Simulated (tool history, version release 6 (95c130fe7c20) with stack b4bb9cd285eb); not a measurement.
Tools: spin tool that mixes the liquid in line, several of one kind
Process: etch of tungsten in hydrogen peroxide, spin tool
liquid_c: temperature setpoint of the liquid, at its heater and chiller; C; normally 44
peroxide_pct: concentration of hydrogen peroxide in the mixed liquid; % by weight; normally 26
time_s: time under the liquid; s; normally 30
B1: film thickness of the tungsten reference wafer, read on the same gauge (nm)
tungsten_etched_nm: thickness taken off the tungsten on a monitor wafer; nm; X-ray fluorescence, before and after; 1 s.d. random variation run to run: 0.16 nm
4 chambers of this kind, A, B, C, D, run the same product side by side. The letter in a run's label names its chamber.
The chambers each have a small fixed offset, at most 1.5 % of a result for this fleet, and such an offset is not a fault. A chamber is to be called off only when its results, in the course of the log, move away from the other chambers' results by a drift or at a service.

{"day": 0.083, "done": "chamber C: new drum of peroxide connected"}
{"run": "1C", "day": 0.288, "liquid_c": 44, "peroxide_pct": 26, "time_s": 30, "B1": 69.999, "tungsten_etched_nm": 48.529}
{"day": 0.45, "done": "chamber B: peroxide flow meter replaced"}
{"run": "2B", "day": 0.525, "liquid_c": 44, "peroxide_pct": 26, "time_s": 30, "B1": 70.009, "tungsten_etched_nm": 48.52}
{"run": "3D", "day": 0.825, "liquid_c": 44, "peroxide_pct": 26, "time_s": 30, "B1": 70.006, "tungsten_etched_nm": 47.661}
{"run": "4A", "day": 1.033, "liquid_c": 44, "peroxide_pct": 26, "time_s": 30, "B1": 69.982, "tungsten_etched_nm": 48.504}
{"run": "5C", "day": 1.471, "liquid_c": 44, "peroxide_pct": 26, "time_s": 30, "B1": 70.017, "tungsten_etched_nm": 48.481}
{"run": "6D", "day": 1.892, "liquid_c": 44, "peroxide_pct": 26, "time_s": 45, "B1": 69.968, "tungsten_etched_nm": 71.614}
{"run": "7A", "day": 2.208, "liquid_c": 44, "peroxide_pct": 26, "time_s": 45, "B1": 70.008, "tungsten_etched_nm": 72.228}
{"run": "8B", "day": 2.508, "liquid_c": 44, "peroxide_pct": 26, "time_s": 45, "B1": 69.987, "tungsten_etched_nm": 73.359}
{"run": "9C", "day": 2.775, "liquid_c": 44, "peroxide_pct": 26, "time_s": 45, "B1": 70.002, "tungsten_etched_nm": 72.837}
{"run": "10D", "day": 3.217, "liquid_c": 44, "peroxide_pct": 26, "time_s": 30, "B1": 69.993, "tungsten_etched_nm": 47.665}
{"run": "11B", "day": 3.654, "liquid_c": 44, "peroxide_pct": 26, "time_s": 30, "B1": 70.015, "tungsten_etched_nm": 48.665}
{"run": "12A", "day": 3.975, "liquid_c": 44, "peroxide_pct": 26, "time_s": 30, "B1": 69.987, "tungsten_etched_nm": 48.371}
{"run": "13A", "day": 4.3, "liquid_c": 44, "peroxide_pct": 26, "time_s": 30, "B1": 70.023, "tungsten_etched_nm": 48.443}
{"run": "14D", "day": 4.65, "liquid_c": 44, "peroxide_pct": 26, "time_s": 30, "B1": 70.012, "tungsten_etched_nm": 47.914}
{"run": "15C", "day": 5.0, "liquid_c": 44, "peroxide_pct": 26, "time_s": 30, "B1": 69.99, "tungsten_etched_nm": 48.568}
{"run": "16B", "day": 5.267, "liquid_c": 44, "peroxide_pct": 26, "time_s": 30, "B1": 70.007, "tungsten_etched_nm": 48.478}
{"run": "17D", "day": 5.588, "liquid_c": 44, "peroxide_pct": 26, "time_s": 30, "B1": 69.968, "tungsten_etched_nm": 47.789}
{"run": "18B", "day": 5.917, "liquid_c": 44, "peroxide_pct": 26, "time_s": 30, "B1": 69.986, "tungsten_etched_nm": 48.533}
{"day": 5.946, "done": "chamber C: peroxide flow meter replaced"}
{"run": "19A", "day": 6.371, "liquid_c": 44, "peroxide_pct": 26, "time_s": 30, "B1": 69.988, "tungsten_etched_nm": 48.439}
{"run": "20C", "day": 6.612, "liquid_c": 47.5, "peroxide_pct": 26, "time_s": 30, "B1": 69.997, "tungsten_etched_nm": 60.611}
{"run": "21C", "day": 6.85, "liquid_c": 47.5, "peroxide_pct": 26, "time_s": 30, "B1": 69.989, "tungsten_etched_nm": 60.729}
{"run": "22D", "day": 7.183, "liquid_c": 47.5, "peroxide_pct": 26, "time_s": 30, "B1": 70.027, "tungsten_etched_nm": 59.608}
{"run": "23B", "day": 7.558, "liquid_c": 47.5, "peroxide_pct": 26, "time_s": 30, "B1": 69.967, "tungsten_etched_nm": 60.465}
{"day": 7.633, "done": "chamber A: peroxide flow meter replaced"}
{"run": "24A", "day": 7.804, "liquid_c": 44, "peroxide_pct": 26, "time_s": 30, "B1": 69.947, "tungsten_etched_nm": 48.363}
{"run": "25A", "day": 8.038, "liquid_c": 37.5, "peroxide_pct": 26, "time_s": 30, "B1": 70.024, "tungsten_etched_nm": 31.55}
{"run": "26D", "day": 8.279, "liquid_c": 37.5, "peroxide_pct": 26, "time_s": 30, "B1": 69.994, "tungsten_etched_nm": 31.199}
{"run": "27B", "day": 8.504, "liquid_c": 37.5, "peroxide_pct": 26, "time_s": 30, "B1": 69.958, "tungsten_etched_nm": 32.088}
{"run": "28C", "day": 8.862, "liquid_c": 37.5, "peroxide_pct": 26, "time_s": 30, "B1": 69.991, "tungsten_etched_nm": 31.477}
{"run": "29D", "day": 9.071, "liquid_c": 53, "peroxide_pct": 19, "time_s": 30, "B1": 69.98, "tungsten_etched_nm": 71.874}
{"run": "30A", "day": 9.338, "liquid_c": 53, "peroxide_pct": 19, "time_s": 30, "B1": 70.011, "tungsten_etched_nm": 71.861}
{"run": "31B", "day": 9.692, "liquid_c": 53, "peroxide_pct": 19, "time_s": 30, "B1": 69.993, "tungsten_etched_nm": 71.839}
{"run": "32C", "day": 9.979, "liquid_c": 53, "peroxide_pct": 19, "time_s": 30, "B1": 70.008, "tungsten_etched_nm": 72.316}
{"run": "33A", "day": 10.392, "liquid_c": 44, "peroxide_pct": 26, "time_s": 30, "B1": 69.983, "tungsten_etched_nm": 48.367}
{"day": 10.642, "done": "chamber B: heated supply line repaired"}
{"run": "34C", "day": 10.817, "liquid_c": 44, "peroxide_pct": 26, "time_s": 30, "B1": 70.019, "tungsten_etched_nm": 48.569}
{"run": "35B", "day": 11.046, "liquid_c": 44, "peroxide_pct": 26, "time_s": 30, "B1": 69.984, "tungsten_etched_nm": 48.445}
{"run": "36D", "day": 11.246, "liquid_c": 44, "peroxide_pct": 26, "time_s": 30, "B1": 69.973, "tungsten_etched_nm": 47.838}

Decide between three cases: one chamber stands off from its peers, the gauge reading all wafers drifts, or nothing is wrong past each chamber's small offset. Where a chamber is off, say which and what most likely put it there.

All chambers stay in line apart from their small fixed offsets, and the gauge does not drift.

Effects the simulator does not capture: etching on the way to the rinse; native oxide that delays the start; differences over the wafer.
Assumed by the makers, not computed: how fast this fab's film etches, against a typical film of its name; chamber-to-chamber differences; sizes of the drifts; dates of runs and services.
